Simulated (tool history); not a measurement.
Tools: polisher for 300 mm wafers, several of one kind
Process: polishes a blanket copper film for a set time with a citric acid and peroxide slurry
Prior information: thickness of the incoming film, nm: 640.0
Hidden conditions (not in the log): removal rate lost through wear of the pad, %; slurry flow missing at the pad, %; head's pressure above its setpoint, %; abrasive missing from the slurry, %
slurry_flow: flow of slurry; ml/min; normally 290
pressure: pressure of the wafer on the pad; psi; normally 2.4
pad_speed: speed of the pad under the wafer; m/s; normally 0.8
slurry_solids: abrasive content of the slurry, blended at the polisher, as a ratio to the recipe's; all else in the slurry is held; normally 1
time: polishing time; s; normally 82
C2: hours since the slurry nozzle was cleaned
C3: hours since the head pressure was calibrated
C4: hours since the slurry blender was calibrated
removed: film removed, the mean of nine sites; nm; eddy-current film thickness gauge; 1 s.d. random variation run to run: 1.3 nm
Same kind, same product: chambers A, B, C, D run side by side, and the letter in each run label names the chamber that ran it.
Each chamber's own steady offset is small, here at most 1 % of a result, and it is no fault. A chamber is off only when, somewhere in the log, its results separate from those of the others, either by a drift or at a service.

run 1A day=0.425 | slurry_flow=290 pressure=2.4 pad_speed=0.8 slurry_solids=1 time=82 | wafers_polished_on_this_pad=411 C2=355.7 C3=111.4 C4=160.3 | removed=109.84
run 2B day=0.654 | slurry_flow=290 pressure=2.4 pad_speed=0.8 slurry_solids=1 time=82 | wafers_polished_on_this_pad=169 C2=44 C3=809 C4=125.9 | removed=108.45
run 3D day=1.029 | slurry_flow=290 pressure=2.4 pad_speed=0.8 slurry_solids=1 time=82 | wafers_polished_on_this_pad=465 C2=215.2 C3=1244.3 C4=111.6 | removed=111.86
-- day=1.404 chamber A: worn pad replaced by a new one
run 4C day=1.404 | slurry_flow=290 pressure=2.4 pad_speed=0.8 slurry_solids=1 time=82 | wafers_polished_on_this_pad=455 C2=184.1 C3=597.5 C4=43.5 | removed=108.23
run 5D day=1.817 | slurry_flow=290 pressure=2.9 pad_speed=0.8 slurry_solids=1 time=98 | wafers_polished_on_this_pad=653 C2=234.1 C3=1263.2 C4=130.5 | removed=158.76
run 6C day=2.004 | slurry_flow=290 pressure=2.9 pad_speed=0.8 slurry_solids=1 time=98 | wafers_polished_on_this_pad=598 C2=198.5 C3=611.9 C4=57.9 | removed=156.98
-- day=2.071 chamber C: worn pad replaced by a new one
-- day=2.112 chamber B: worn pad replaced by a new one
-- day=2.367 chamber D: worn pad replaced by a new one
run 7A day=2.383 | slurry_flow=290 pressure=2.9 pad_speed=0.8 slurry_solids=1 time=98 | wafers_polished_on_this_pad=235 C2=402.7 C3=158.4 C4=207.3 | removed=158.11
run 8B day=2.642 | slurry_flow=290 pressure=2.9 pad_speed=0.8 slurry_solids=1 time=98 | wafers_polished_on_this_pad=127 C2=91.7 C3=856.7 C4=173.6 | removed=156.53
run 9B day=2.912 | slurry_flow=290 pressure=2.4 pad_speed=0.8 slurry_solids=1 time=82 | wafers_polished_on_this_pad=191 C2=98.2 C3=863.2 C4=180.1 | removed=107.22
run 10C day=3.125 | slurry_flow=290 pressure=2.4 pad_speed=0.8 slurry_solids=1 time=82 | wafers_polished_on_this_pad=252 C2=225.4 C3=638.8 C4=84.8 | removed=110.82
-- day=3.383 chamber C: slurry blender recalibrated
run 11A day=3.5 | slurry_flow=290 pressure=2.4 pad_speed=0.8 slurry_solids=1 time=82 | wafers_polished_on_this_pad=501 C2=429.5 C3=185.2 C4=234.1 | removed=107.24
-- day=3.7 chamber A: worn pad replaced by a new one
run 12D day=3.854 | slurry_flow=290 pressure=2.4 pad_speed=0.8 slurry_solids=1 time=82 | wafers_polished_on_this_pad=356 C2=283 C3=1312.1 C4=179.4 | removed=111.27
-- day=4.021 chamber A: slurry nozzle cleaned
run 13A day=4.042 | slurry_flow=290 pressure=2.4 pad_speed=0.8 slurry_solids=1 time=82 | wafers_polished_on_this_pad=82 C2=0.6 C3=198.2 C4=247.1 | removed=111.64
-- day=4.279 chamber B: worn pad replaced by a new one
-- day=4.342 chamber A: slurry blender recalibrated
run 14B day=4.438 | slurry_flow=290 pressure=2.4 pad_speed=0.8 slurry_solids=1 time=82 | wafers_polished_on_this_pad=38 C2=134.8 C3=899.8 C4=216.7 | removed=111.97
run 15D day=4.838 | slurry_flow=290 pressure=2.4 pad_speed=0.8 slurry_solids=1 time=82 | wafers_polished_on_this_pad=591 C2=306.6 C3=1335.7 C4=203 | removed=111.68
-- day=5.029 chamber C: worn pad replaced by a new one
run 16C day=5.092 | slurry_flow=290 pressure=2.4 pad_speed=0.8 slurry_solids=1 time=82 | wafers_polished_on_this_pad=15 C2=272.6 C3=686 C4=41.1 | removed=111.64
-- day=5.175 chamber D: worn pad replaced by a new one
run 17D day=5.471 | slurry_flow=290 pressure=2.4 pad_speed=0.8 slurry_solids=1 time=82 | wafers_polished_on_this_pad=71 C2=321.8 C3=1350.9 C4=218.2 | removed=109.19
-- day=5.879 chamber A: worn pad replaced by a new one
run 18A day=5.888 | slurry_flow=290 pressure=2.4 pad_speed=0.8 slurry_solids=1 time=82 | wafers_polished_on_this_pad=2 C2=44.9 C3=242.5 C4=37.2 | removed=109.67
-- day=6.192 chamber B: worn pad replaced by a new one
run 19B day=6.192 | slurry_flow=290 pressure=2.4 pad_speed=0.8 slurry_solids=1 time=82 | wafers_polished_on_this_pad=0 C2=176.9 C3=941.9 C4=258.8 | removed=110.79
run 20C day=6.462 | slurry_flow=290 pressure=2.4 pad_speed=0.8 slurry_solids=1 time=82 | wafers_polished_on_this_pad=343 C2=305.5 C3=718.9 C4=74 | removed=109
run 21A day=6.867 | slurry_flow=290 pressure=2.4 pad_speed=0.8 slurry_solids=1 time=82 | wafers_polished_on_this_pad=236 C2=68.4 C3=266 C4=60.7 | removed=107.64
run 22D day=7.158 | slurry_flow=290 pressure=1.7 pad_speed=0.8 slurry_solids=1.2 time=82 | wafers_polished_on_this_pad=474 C2=362.3 C3=1391.4 C4=258.7 | removed=83.483
run 23C day=7.375 | slurry_flow=290 pressure=1.7 pad_speed=0.8 slurry_solids=1.2 time=82 | wafers_polished_on_this_pad=561 C2=327.4 C3=740.8 C4=95.9 | removed=82.281
-- day=7.508 chamber C: worn pad replaced by a new one
run 24B day=7.596 | slurry_flow=290 pressure=1.7 pad_speed=0.8 slurry_solids=1.2 time=82 | wafers_polished_on_this_pad=336 C2=210.6 C3=975.6 C4=292.5 | removed=84.148
-- day=7.662 chamber C: slurry blender recalibrated
run 25B day=7.883 | slurry_flow=290 pressure=1.7 pad_speed=0.8 slurry_solids=1.2 time=82 | wafers_polished_on_this_pad=405 C2=217.5 C3=982.5 C4=299.4 | removed=84.693
-- day=7.896 chamber D: head pressure recalibrated
run 26C day=8.154 | slurry_flow=385 pressure=2.4 pad_speed=0.56 slurry_solids=1 time=82 | wafers_polished_on_this_pad=155 C2=346.1 C3=759.5 C4=11.8 | removed=79.035
run 27D day=8.383 | slurry_flow=385 pressure=2.4 pad_speed=0.56 slurry_solids=1 time=82 | wafers_polished_on_this_pad=767 C2=391.7 C3=11.8 C4=288.1 | removed=81.297
-- day=8.412 chamber B: worn pad replaced by a new one
run 28A day=8.596 | slurry_flow=385 pressure=2.4 pad_speed=0.56 slurry_solids=1 time=82 | wafers_polished_on_this_pad=650 C2=109.9 C3=307.5 C4=102.2 | removed=81.108
-- day=8.671 chamber A: worn pad replaced by a new one
-- day=8.729 chamber D: worn pad replaced by a new one
run 29C day=8.8 | slurry_flow=385 pressure=2.4 pad_speed=0.56 slurry_solids=1 time=82 | wafers_polished_on_this_pad=309 C2=361.6 C3=775 C4=27.3 | removed=79.552
-- day=8.996 chamber D: slurry nozzle cleaned
run 30B day=9.033 | slurry_flow=245 pressure=2.4 pad_speed=0.8 slurry_solids=1.15 time=82 | wafers_polished_on_this_pad=148 C2=245.1 C3=1010.1 C4=327 | removed=115.59
run 31A day=9.229 | slurry_flow=245 pressure=2.4 pad_speed=0.8 slurry_solids=1.15 time=82 | wafers_polished_on_this_pad=133 C2=125.1 C3=322.7 C4=117.4 | removed=111.21
run 32D day=9.571 | slurry_flow=245 pressure=2.4 pad_speed=0.8 slurry_solids=1.15 time=82 | wafers_polished_on_this_pad=201 C2=13.8 C3=40.3 C4=316.6 | removed=112.57
run 33B day=9.867 | slurry_flow=245 pressure=2.4 pad_speed=0.8 slurry_solids=1.15 time=82 | wafers_polished_on_this_pad=347 C2=265.1 C3=1030.1 C4=347 | removed=116.96
run 34D day=10.262 | slurry_flow=290 pressure=2.4 pad_speed=0.8 slurry_solids=1 time=82 | wafers_polished_on_this_pad=367 C2=30.4 C3=56.9 C4=333.2 | removed=112.27

All chambers now run identical settings, listed one chamber a line with results as question marks. What results will each chamber show?
run 35A day=10.567 | slurry_flow=290 pressure=2.4 pad_speed=0.8 slurry_solids=1.15 time=82 | removed=?
run 35B day=10.567 | slurry_flow=290 pressure=2.4 pad_speed=0.8 slurry_solids=1.15 time=82 | removed=?
run 35C day=10.567 | slurry_flow=290 pressure=2.4 pad_speed=0.8 slurry_solids=1.15 time=82 | removed=?
run 35D day=10.567 | slurry_flow=290 pressure=2.4 pad_speed=0.8 slurry_solids=1.15 time=82 | removed=?

run=35A removed=111.42
run=35B removed=123.12
run=35C removed=112.06
run=35D removed=113.53
